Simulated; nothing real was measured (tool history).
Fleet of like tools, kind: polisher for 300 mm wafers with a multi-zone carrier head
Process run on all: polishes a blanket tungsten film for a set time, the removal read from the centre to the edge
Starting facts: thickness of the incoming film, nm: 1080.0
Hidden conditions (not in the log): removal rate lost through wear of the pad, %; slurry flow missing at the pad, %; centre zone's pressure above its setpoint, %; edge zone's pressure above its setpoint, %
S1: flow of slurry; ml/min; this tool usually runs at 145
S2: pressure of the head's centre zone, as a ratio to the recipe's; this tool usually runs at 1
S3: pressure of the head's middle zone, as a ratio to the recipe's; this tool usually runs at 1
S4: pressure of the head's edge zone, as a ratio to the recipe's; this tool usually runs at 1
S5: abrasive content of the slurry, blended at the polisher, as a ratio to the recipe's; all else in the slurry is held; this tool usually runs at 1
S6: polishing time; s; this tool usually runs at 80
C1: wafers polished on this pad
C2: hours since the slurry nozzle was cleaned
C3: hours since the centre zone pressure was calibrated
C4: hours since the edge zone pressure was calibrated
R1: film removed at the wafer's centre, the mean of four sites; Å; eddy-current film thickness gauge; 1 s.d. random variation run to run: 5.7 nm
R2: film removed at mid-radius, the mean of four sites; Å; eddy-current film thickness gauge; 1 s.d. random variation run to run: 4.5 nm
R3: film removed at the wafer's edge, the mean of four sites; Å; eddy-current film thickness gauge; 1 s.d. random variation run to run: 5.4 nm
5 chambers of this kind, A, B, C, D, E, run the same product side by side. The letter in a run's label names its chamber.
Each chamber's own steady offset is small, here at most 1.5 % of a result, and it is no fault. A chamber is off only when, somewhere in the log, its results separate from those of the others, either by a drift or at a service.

{"hour": 5.7, "done": "chamber C: centre zone pressure recalibrated"}
{"run": "1B", "hour": 11.6, "S1": 145, "S2": 1, "S3": 1, "S4": 1, "S5": 1, "S6": 80, "C1": 349, "C2": 125.1, "C3": 150, "C4": 672, "R1": 4080, "R2": 4106, "R3": 4132.8}
{"run": "2A", "hour": 20.8, "S1": 145, "S2": 1, "S3": 1, "S4": 1, "S5": 1, "S6": 80, "C1": 364, "C2": 357.7, "C3": 762.5, "C4": 32.9, "R1": 4007.2, "R2": 4114.4, "R3": 3961.8}
{"run": "3C", "hour": 35.7, "S1": 145, "S2": 1, "S3": 1, "S4": 1, "S5": 1, "S6": 80, "C1": 939, "C2": 246, "C3": 30.1, "C4": 1157.4, "R1": 4015.9, "R2": 4077.6, "R3": 4133.1}
{"run": "4E", "hour": 42.8, "S1": 145, "S2": 1, "S3": 1, "S4": 1, "S5": 1, "S6": 80, "C1": 782, "C2": 104.3, "C3": 513.4, "C4": 91.6, "R1": 4026, "R2": 4116.7, "R3": 4065.8}
{"hour": 43.6, "done": "chamber C: worn pad replaced by a new one"}
{"run": "5D", "hour": 57.1, "S1": 145, "S2": 1, "S3": 1, "S4": 1, "S5": 1, "S6": 80, "C1": 688, "C2": 316, "C3": 564.5, "C4": 104.6, "R1": 4152.8, "R2": 4023.2, "R3": 4070.8}
{"hour": 64.3, "done": "chamber B: worn pad replaced by a new one"}
{"run": "6D", "hour": 71.9, "S1": 145, "S2": 1, "S3": 1, "S4": 1, "S5": 1, "S6": 80, "C1": 805, "C2": 330.8, "C3": 579.3, "C4": 119.4, "R1": 4036.9, "R2": 3936.7, "R3": 4147.5}
{"hour": 75.9, "done": "chamber A: worn pad replaced by a new one"}
{"run": "7E", "hour": 82.2, "S1": 145, "S2": 1, "S3": 1, "S4": 1, "S5": 1, "S6": 80, "C1": 1093, "C2": 143.7, "C3": 552.8, "C4": 131, "R1": 4130.7, "R2": 3974, "R3": 4032.7}
{"run": "8C", "hour": 95.7, "S1": 145, "S2": 1, "S3": 1, "S4": 1, "S5": 1, "S6": 80, "C1": 411, "C2": 306, "C3": 90.1, "C4": 1217.4, "R1": 4051.2, "R2": 4103.4, "R3": 4144.1}
{"hour": 96.3, "done": "chamber E: worn pad replaced by a new one"}
{"run": "9B", "hour": 107.8, "S1": 145, "S2": 1, "S3": 1, "S4": 1, "S5": 1, "S6": 80, "C1": 344, "C2": 221.3, "C3": 246.2, "C4": 768.2, "R1": 4067.1, "R2": 4142.2, "R3": 4138.4}
{"run": "10A", "hour": 114.8, "S1": 145, "S2": 1, "S3": 1, "S4": 1, "S5": 1, "S6": 80, "C1": 307, "C2": 451.7, "C3": 856.5, "C4": 126.9, "R1": 4100.3, "R2": 4086.3, "R3": 4028.3}
{"run": "11A", "hour": 128.3, "S1": 145, "S2": 1, "S3": 1, "S4": 1, "S5": 1, "S6": 80, "C1": 413, "C2": 465.2, "C3": 870, "C4": 140.4, "R1": 4041.1, "R2": 4080.6, "R3": 4094.7}
{"run": "12C", "hour": 135.6, "S1": 145, "S2": 1, "S3": 1, "S4": 1, "S5": 1, "S6": 80, "C1": 726, "C2": 345.9, "C3": 130, "C4": 1257.3, "R1": 3997.7, "R2": 4095.8, "R3": 4131}
{"hour": 140.5, "done": "chamber B: worn pad replaced by a new one"}
{"run": "13E", "hour": 143.8, "S1": 145, "S2": 1, "S3": 1, "S4": 1, "S5": 1, "S6": 80, "C1": 375, "C2": 205.3, "C3": 614.4, "C4": 192.6, "R1": 4153.1, "R2": 4054.2, "R3": 4025.7}
{"run": "14B", "hour": 153.4, "S1": 145, "S2": 1, "S3": 1, "S4": 1, "S5": 1, "S6": 80, "C1": 102, "C2": 266.9, "C3": 291.8, "C4": 813.8, "R1": 4060.3, "R2": 4043, "R3": 3987.8}
{"run": "15D", "hour": 161.8, "S1": 145, "S2": 1, "S3": 1, "S4": 1, "S5": 1, "S6": 80, "C1": 1515, "C2": 420.7, "C3": 669.2, "C4": 209.3, "R1": 3868.3, "R2": 3957.1, "R3": 4010.9}
{"hour": 162.6, "done": "chamber A: worn pad replaced by a new one"}
{"hour": 171.5, "done": "chamber B: slurry nozzle cleaned"}
{"run": "16E", "hour": 175.6, "S1": 145, "S2": 1, "S3": 1, "S4": 1, "S5": 1, "S6": 80, "C1": 626, "C2": 237.1, "C3": 646.2, "C4": 224.4, "R1": 4119.2, "R2": 4059.4, "R3": 4074}
{"run": "17C", "hour": 188.3, "S1": 145, "S2": 1, "S3": 1, "S4": 1, "S5": 1, "S6": 80, "C1": 1142, "C2": 398.6, "C3": 182.7, "C4": 1310, "R1": 4041.7, "R2": 4057.4, "R3": 4128.4}
{"hour": 189.2, "done": "chamber C: worn pad replaced by a new one"}
{"run": "18D", "hour": 196.2, "S1": 145, "S2": 1, "S3": 1, "S4": 1, "S5": 1, "S6": 80, "C1": 1786, "C2": 455.1, "C3": 703.6, "C4": 243.7, "R1": 3791.7, "R2": 3806.2, "R3": 3823.6}
{"hour": 206.2, "done": "chamber E: slurry nozzle cleaned"}
{"run": "19B", "hour": 210.0, "S1": 100, "S2": 1, "S3": 1, "S4": 1, "S5": 1, "S6": 80, "C1": 549, "C2": 38.5, "C3": 348.4, "C4": 870.4, "R1": 3557.4, "R2": 3776, "R3": 3765.5}
{"run": "20A", "hour": 218.2, "S1": 100, "S2": 1, "S3": 1, "S4": 1, "S5": 1, "S6": 80, "C1": 439, "C2": 555.1, "C3": 959.9, "C4": 230.3, "R1": 3675, "R2": 3772.9, "R3": 3839.1}
{"run": "21A", "hour": 228.7, "S1": 100, "S2": 1, "S3": 1, "S4": 1, "S5": 1, "S6": 80, "C1": 522, "C2": 565.6, "C3": 970.4, "C4": 240.8, "R1": 3784.5, "R2": 3701.3, "R3": 3788.4}
{"hour": 229.7, "done": "chamber B: worn pad replaced by a new one"}
{"hour": 242.9, "done": "chamber A: slurry nozzle cleaned"}
{"run": "22E", "hour": 243.4, "S1": 100, "S2": 1, "S3": 1, "S4": 1, "S5": 1, "S6": 80, "C1": 1161, "C2": 37.2, "C3": 714, "C4": 292.2, "R1": 3732.2, "R2": 3710.8, "R3": 3799.2}
{"hour": 246.4, "done": "chamber E: centre zone pressure recalibrated"}
{"hour": 253.3, "done": "chamber E: worn pad replaced by a new one"}
{"run": "23D", "hour": 255.4, "S1": 100, "S2": 1, "S3": 1, "S4": 1, "S5": 1, "S6": 80, "C1": 2253, "C2": 514.3, "C3": 762.8, "C4": 302.9, "R1": 3422.2, "R2": 3419.4, "R3": 3571.4}
{"hour": 257.6, "done": "chamber D: centre zone pressure recalibrated"}
{"hour": 260.6, "done": "chamber A: centre zone pressure recalibrated"}
{"hour": 264.1, "done": "chamber A: worn pad replaced by a new one"}
{"run": "24B", "hour": 264.6, "S1": 145, "S2": 1, "S3": 1, "S4": 1, "S5": 1, "S6": 80, "C1": 275, "C2": 93.1, "C3": 403, "C4": 925, "R1": 4015.3, "R2": 4115.6, "R3": 4107.3}
{"run": "25C", "hour": 274.1, "S1": 145, "S2": 1, "S3": 1, "S4": 1, "S5": 1, "S6": 80, "C1": 670, "C2": 484.4, "C3": 268.5, "C4": 1395.8, "R1": 4043.4, "R2": 4085.9, "R3": 4070.6}
{"run": "26C", "hour": 285.2, "S1": 145, "S2": 1, "S3": 1, "S4": 0.92, "S5": 1, "S6": 80, "C1": 758, "C2": 495.5, "C3": 279.6, "C4": 1406.9, "R1": 4034.6, "R2": 4081, "R3": 3890.5}
{"run": "27A", "hour": 298.3, "S1": 145, "S2": 1, "S3": 1, "S4": 0.92, "S5": 1, "S6": 80, "C1": 270, "C2": 55.4, "C3": 37.7, "C4": 310.4, "R1": 4067.2, "R2": 4020.5, "R3": 3898.5}
{"run": "28E", "hour": 306.5, "S1": 145, "S2": 1, "S3": 1, "S4": 0.92, "S5": 1, "S6": 80, "C1": 420, "C2": 100.3, "C3": 60.2, "C4": 355.3, "R1": 4077.1, "R2": 3953.8, "R3": 3903.4}
{"hour": 309.3, "done": "chamber B: worn pad replaced by a new one"}
{"run": "29D", "hour": 319.4, "S1": 145, "S2": 1, "S3": 1, "S4": 0.92, "S5": 1, "S6": 80, "C1": 2759, "C2": 578.3, "C3": 61.9, "C4": 366.9, "R1": 3669.3, "R2": 3637.5, "R3": 3627.4}
{"run": "30B", "hour": 333.8, "S1": 145, "S2": 1, "S3": 1, "S4": 0.92, "S5": 1, "S6": 80, "C1": 194, "C2": 162.3, "C3": 472.2, "C4": 994.2, "R1": 3998.8, "R2": 4086.9, "R3": 3884.1}
{"run": "31A", "hour": 343.4, "S1": 145, "S2": 1, "S3": 1, "S4": 1, "S5": 1, "S6": 80, "C1": 626, "C2": 100.5, "C3": 82.8, "C4": 355.5, "R1": 3965.1, "R2": 4022.6, "R3": 4039.5}

Which is it: a chamber that has drifted or been left off by a service, a gauge drift common to all chambers, or only each chamber's usual small offset? If a chamber is off, name it and its likeliest cause.

Little by little, chamber D moves away from the other chambers.
Most likely cause: removal rate lost through wear of the pad, % = 10.7.
The log might look much the same if the cause were instead: slurry flow missing at the pad, %.

Here are 4 candidates for chamber D's next run, each the usual settings with a change, their results left as question marks. Which one brings its results back in line with what the others give on the usual settings?
In-line tolerance around the mean of the other chambers on the usual settings: R1 200 Å; R2 160 Å; R3 190 Å
{"run": "32D-1", "hour": 354.6, "S1": 140, "S2": 1, "S3": 0.99, "S4": 1, "S5": 1, "S6": 72, "R1": "?", "R2": "?", "R3": "?"}
{"run": "32D-2", "hour": 354.6, "S1": 145, "S2": 1, "S3": 1, "S4": 1, "S5": 1, "S6": 77, "R1": "?", "R2": "?", "R3": "?"}
{"run": "32D-3", "hour": 354.6, "S1": 145, "S2": 1, "S3": 1, "S4": 1, "S5": 1, "S6": 83, "R1": "?", "R2": "?", "R3": "?"}
{"run": "32D-4", "hour": 354.6, "S1": 150, "S2": 1, "S3": 1.01, "S4": 1, "S5": 1, "S6": 88, "R1": "?", "R2": "?", "R3": "?"}

The other chambers' mean on the usual settings: R1 4061.8 Å; R2 4074.1 Å; R3 4080.6 Å
run=32D-1 R1=3241.1 R2=3170.2 R3=3249.4
run=32D-2 R1=3494.1 R2=3445.5 R3=3492
run=32D-3 R1=3766.4 R2=3714 R3=3764.2
run=32D-4 R1=4023.2 R2=3999.7 R3=4009.2
Change 32D-4 lands the chamber within the allowed miss of the other chambers.
